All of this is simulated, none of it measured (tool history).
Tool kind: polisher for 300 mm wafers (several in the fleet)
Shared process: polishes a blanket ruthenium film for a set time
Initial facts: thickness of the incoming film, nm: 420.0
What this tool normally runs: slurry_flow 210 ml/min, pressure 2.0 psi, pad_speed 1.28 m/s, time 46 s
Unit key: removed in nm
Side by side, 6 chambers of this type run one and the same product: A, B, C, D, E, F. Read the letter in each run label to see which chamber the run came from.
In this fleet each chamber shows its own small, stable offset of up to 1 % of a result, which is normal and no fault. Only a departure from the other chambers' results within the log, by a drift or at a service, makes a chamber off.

run    day  slurry_flow  pressure  pad_speed  time  wafers polished on this pad  hours since the slurry nozzle was cleaned  hours since the head pressure was calibrated  removed
 1E  0.296          210       2.0       1.28    46                          323                                      181.8                                         599.6   58.360
 2C  0.554          210       2.0       1.28    46                          727                                      222.9                                         448.2   58.598
 3B  0.721          210       2.0       1.28    46                          389                                      304.9                                          86.7   57.536
 4A  0.888          210       2.0       1.28    46                         1018                                      250.9                                          46.3   58.602
 5F  1.054          210       2.0       1.28    46                         1144                                      278.4                                         102.9   58.370
 6D  1.254          210       2.0       1.28    46                          397                                      364.1                                         289.8   59.050
 7B  1.471          210       2.0       1.28    46                          617                                      322.9                                         104.7   58.622
     1.612  -- chamber E: worn pad replaced by a new one
 8A  1.696          210       2.0       1.28    46                         1264                                      270.3                                          65.7   58.505
     1.746  -- chamber B: worn pad replaced by a new one
 9F  1.879          210       2.0       1.28    46                         1395                                      298.2                                         122.7   58.629
10C  2.067          210       2.7       1.06    46                         1187                                      259.2                                         484.5   64.043
     2.208  -- chamber C: worn pad replaced by a new one
11E  2.208          210       2.7       1.06    46                          182                                      227.7                                         645.5   65.957
     2.317  -- chamber F: worn pad replaced by a new one
12D  2.417          210       2.7       1.06    46                          751                                      392.0                                         317.7   65.043
13B  2.550          210       2.7       1.06    46                          245                                      348.8                                         130.6   65.102
14E  2.708          210       2.7       1.06    46                          334                                      239.7                                         657.5   66.396
     2.821  -- chamber A: worn pad replaced by a new one
     2.917  -- chamber F: slurry nozzle cleaned
15F  2.962          210       2.7       1.06    46                          197                                        1.1                                         148.7   65.503
     3.025  -- chamber D: worn pad replaced by a new one
16A  3.133          210       2.0       1.28    46                           96                                      304.8                                         100.2   58.114
17D  3.375          210       2.0       1.28    46                          107                                      415.0                                         340.7   57.595
     3.558  -- chamber E: worn pad replaced by a new one
18C  3.571          210       2.0       1.28    46                          414                                      295.3                                         520.6   58.676
     3.821  -- chamber B: worn pad replaced by a new one
19B  3.846          210       2.0       1.28    46                            7                                      379.9                                         161.7   57.993
20E  3.988          210       2.0       1.28    46                          131                                      270.4                                         688.2   57.903
21A  4.200          210       2.0       1.28    46                          420                                      330.4                                         125.8   58.007
22D  4.338          210       2.0       1.28    46                          399                                      438.1                                         363.8   58.187
23C  4.492          210       2.0       1.28    46                          694                                      317.4                                         542.7   57.772
24F  4.767          210       2.0       1.28    46                          745                                       44.4                                         192.0   57.507
25E  4.958          210       2.0       1.28    46                          426                                      293.7                                         711.5   58.816
26A  5.192          210       2.0       1.28    46                          721                                      354.2                                         149.6   58.846
27C  5.442          210       2.0       1.28    46                          983                                      340.2                                         565.5   57.961
28B  5.642          210       2.0       1.28    46                          553                                      423.0                                         204.8   58.084
29F  5.933          210       2.0       1.28    46                         1100                                       72.4                                         220.0   56.940
     6.008  -- chamber E: worn pad replaced by a new one
     6.058  -- chamber D: worn pad replaced by a new one
30D  6.071          210       2.0       1.28    46                            3                                      479.7                                         405.4   59.057
31F  6.308          210       2.0       1.28    46                         1214                                       81.4                                         229.0   58.202
     6.362  -- chamber B: worn pad replaced by a new one
32E  6.454          210       2.0       1.28    46                          136                                      329.6                                         747.4   58.573
33C  6.738          210       2.0       1.28    46                         1376                                      371.3                                         596.6   56.325
34D  6.917          210       2.0       1.28    46                          261                                      500.0                                         425.7   59.162
     6.954  -- chamber F: worn pad replaced by a new one
35A  7.079          210       2.0       1.28    46                         1295                                      399.5                                         194.9   58.079
36B  7.288          210       2.0       1.28    46                          282                                      462.5                                         244.3   57.317
     7.546  -- chamber A: worn pad replaced by a new one
37F  7.546          150       2.0       1.28    35                          180                                      111.1                                         258.7   42.583
38A  7.692          150       2.0       1.28    35                           45                                      414.2                                         209.6   42.462
39E  7.946          150       2.0       1.28    35                          590                                      365.4                                         783.2   41.195

What goes on in this fleet: one chamber off, a drifting gauge, or nothing beyond the chambers' own small offsets? Name the chamber and the cause, if any.

Beyond each chamber's small constant offset nothing stands out, and the gauge stays steady.

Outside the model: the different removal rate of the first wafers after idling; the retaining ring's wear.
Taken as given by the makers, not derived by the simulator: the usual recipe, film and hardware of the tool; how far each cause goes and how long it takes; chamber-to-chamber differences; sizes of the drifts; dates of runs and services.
